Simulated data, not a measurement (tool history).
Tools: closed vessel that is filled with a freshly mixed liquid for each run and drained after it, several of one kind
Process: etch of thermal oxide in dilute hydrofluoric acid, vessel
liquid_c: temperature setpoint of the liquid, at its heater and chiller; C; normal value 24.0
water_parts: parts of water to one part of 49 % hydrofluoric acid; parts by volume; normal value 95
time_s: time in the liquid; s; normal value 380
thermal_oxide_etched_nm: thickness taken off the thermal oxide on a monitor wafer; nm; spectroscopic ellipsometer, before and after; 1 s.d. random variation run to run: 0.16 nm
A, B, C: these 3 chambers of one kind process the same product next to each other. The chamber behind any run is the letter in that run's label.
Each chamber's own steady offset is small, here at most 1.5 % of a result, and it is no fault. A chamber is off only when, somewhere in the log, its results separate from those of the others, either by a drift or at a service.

run	hour	liquid_c	water_parts	time_s	hours since the thermometer was replaced	hours since the hydrofluoric acid flow meter was replaced	read-back film thickness of the thermal oxide reference wafer, read on the same gauge (nm)	thermal_oxide_etched_nm
1C	4.1	24.0	95	380	929.5	856.4	59.976	18.701
2B	7.2	24.0	95	380	112.8	1577.4	60.007	18.751
3A	10.6	24.0	95	380	697.4	203.1	59.997	19.036
4C	13.1	24.0	95	380	938.5	865.4	59.965	18.774
5B	16.4	24.0	95	380	122.0	1586.6	59.990	18.813
6A	19.3	24.0	95	380	706.1	211.8	59.993	18.970
7B	21.6	24.0	95	380	127.2	1591.8	59.984	18.595
8A	23.7	24.0	95	380	710.5	216.2	60.018	19.057
9C	26.0	24.0	95	380	951.4	878.3	59.996	18.635
10B	29.2	24.0	95	380	134.8	1599.4	60.007	18.982
11A	33.3	24.0	95	380	720.1	225.8	60.041	18.633
12C	37.2	24.0	95	380	962.6	889.5	59.972	19.069
13B	41.1	24.0	95	380	146.7	1611.3	59.977	18.694
14C	43.2	24.0	125	380	968.6	895.5	60.013	14.075
15A	45.7	24.0	125	380	732.5	238.2	60.023	13.667
16B	47.9	24.0	125	380	153.5	1618.1	60.003	13.582
17C	52.1	24.0	95	380	977.5	904.4	60.005	19.099
18A	54.3	21.0	75	380	741.1	246.8	60.021	21.587
19A	56.7	21.0	75	380	743.5	249.2	60.025	21.625
20C	60.7	21.0	75	380	986.1	913.0	60.007	21.387
21B	64.9	26.0	95	515	170.5	1635.1	59.987	27.697
22B	67.8	26.0	95	515	173.4	1638.0	59.991	27.632
23A	70.1	26.0	95	515	756.9	262.6	60.010	27.149
24C	73.0	24.0	95	380	998.4	925.3	59.997	18.799
25B	75.8	24.0	95	380	181.4	1646.0	59.998	18.446
26C	78.0	24.0	95	380	1003.4	930.3	60.019	18.797
27A	81.6	24.0	95	380	768.4	274.1	59.963	18.162
28B	85.9	24.0	95	380	191.5	1656.1	59.962	18.671
29A	87.9	24.0	95	380	774.7	280.4	60.005	18.227
30C	89.8	24.0	95	380	1015.2	942.1	60.001	18.885
31B	93.1	24.0	95	380	198.7	1663.3	59.997	18.665
32A	95.5	24.0	95	380	782.3	288.0	59.999	18.084
33C	97.8	24.0	95	535	1023.2	950.1	59.986	26.348
34C	100.2	24.0	95	535	1025.6	952.5	60.035	26.692
35B	103.8	24.0	95	535	209.4	1674.0	60.002	26.161
36A	107.5	24.0	95	380	794.3	300.0	60.006	17.608
37C	110.5	24.0	95	380	1035.9	962.8	60.008	18.878
38B	114.3	20.5	115	380	219.9	1684.5	60.013	13.196
39A	116.6	20.5	115	380	803.4	309.1	59.988	12.293
40B	118.7	20.5	115	380	224.3	1688.9	60.006	13.019

Each of the 3 chambers runs these same settings next. Fill in every chamber's results:
41A	121.8	24.0	95	505				?
41B	121.8	24.0	95	505				?
41C	121.8	24.0	95	505				?

run	thermal_oxide_etched_nm
41A	23.615
41B	24.847
41C	25.242

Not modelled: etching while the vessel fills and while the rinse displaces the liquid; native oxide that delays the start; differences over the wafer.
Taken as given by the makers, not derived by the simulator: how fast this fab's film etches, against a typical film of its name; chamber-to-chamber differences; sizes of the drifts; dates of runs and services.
